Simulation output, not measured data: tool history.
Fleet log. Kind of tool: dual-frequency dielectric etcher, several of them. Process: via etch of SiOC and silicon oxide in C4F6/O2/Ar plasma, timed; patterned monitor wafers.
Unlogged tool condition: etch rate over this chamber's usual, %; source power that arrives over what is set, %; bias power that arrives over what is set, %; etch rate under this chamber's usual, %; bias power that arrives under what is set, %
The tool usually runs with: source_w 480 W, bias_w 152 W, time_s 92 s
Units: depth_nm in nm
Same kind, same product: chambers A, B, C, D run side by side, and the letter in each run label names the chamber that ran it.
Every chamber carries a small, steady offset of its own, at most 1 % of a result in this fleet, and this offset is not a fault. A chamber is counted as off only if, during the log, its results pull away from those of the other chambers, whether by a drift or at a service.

run,day,source_w,bias_w,time_s,hours since the last wet clean,hours since the last source power generator calibration,hours since the last bias power generator calibration,"read-back reference wafer on the same gauge, depth_nm",depth_nm
# day 0.246: chamber A: source power generator calibrated
1B,0.492,480,152,92,447.9,1022.4,1915.1,99.999,104.74
2D,1.058,480,152,92,82.4,2204.2,97.4,100.010,105.62
3C,1.517,480,152,92,312.9,774.3,568.5,100.070,104.95
4A,2.096,480,152,92,393.3,44.5,2270.5,99.958,105.44
5C,2.608,480,152,92,339.1,800.5,594.7,99.999,105.44
6A,3.004,480,152,92,415.1,66.3,2292.3,100.020,106.27
7D,3.296,480,152,92,136.1,2257.9,151.1,99.993,105.26
8B,3.671,480,152,92,524.2,1098.7,1991.4,99.962,104.32
9B,4.046,480,152,92,533.2,1107.7,2000.4,100.040,104.98
# day 4.154: chamber A: wet clean of the chamber
10A,4.554,480,152,92,9.6,103.5,2329.5,99.997,105.90
11D,4.871,480,152,92,173.9,2295.7,188.9,100.020,104.89
12C,5.358,480,152,92,405.1,866.5,660.7,100.010,105.60
# day 5.433: chamber B: wet clean of the chamber
13D,5.667,480,152,92,193.0,2314.8,208.0,99.972,105.22
14C,6.029,480,152,92,421.2,882.6,676.8,100.000,105.51
15A,6.412,570,136,92,54.2,148.1,2374.1,99.927,108.85
16B,6.933,570,136,92,36.0,1177.0,2069.7,99.943,109.15
17D,7.283,570,136,92,231.8,2353.6,246.8,99.916,108.96
18A,7.708,570,136,92,85.3,179.2,2405.2,99.994,109.00
19B,8.025,480,152,92,62.2,1203.2,2095.9,99.941,105.33
20C,8.483,480,152,92,480.1,941.5,735.7,99.960,105.99
21C,8.850,480,152,92,488.9,950.3,744.5,99.963,105.44
22A,9.296,480,152,92,123.4,217.3,2443.3,100.050,106.59
23B,9.575,480,152,92,99.4,1240.4,2133.1,100.030,104.29
24D,9.888,480,152,92,294.3,2416.1,309.3,99.955,105.53
25B,10.429,480,152,92,119.9,1260.9,2153.6,100.010,104.99
26C,10.954,480,152,92,539.4,1000.8,795.0,99.996,105.50
27A,11.221,480,152,92,169.6,263.5,2489.5,99.940,105.69
# day 11.671: chamber C: wet clean of the chamber
28D,11.767,480,152,92,339.4,2461.2,354.4,99.972,105.33
29B,12.025,480,152,92,158.2,1299.2,2191.9,100.070,104.76
30C,12.425,480,152,92,18.2,1036.1,830.3,99.951,105.22
31A,12.950,480,152,92,211.1,305.0,2531.0,99.968,105.78
32D,13.317,480,152,92,376.6,2498.4,391.6,99.955,105.37
33C,13.588,480,152,92,46.1,1064.0,858.2,100.100,105.89

Predict what each chamber gives when all 4 of them run the settings below next.
34A,14.012,480,152,92,,,,,?
34B,14.012,480,152,92,,,,,?
34C,14.012,480,152,92,,,,,?
34D,14.012,480,152,92,,,,,?

run,depth_nm
34A,105.57
34B,105.64
34C,105.50
34D,105.31
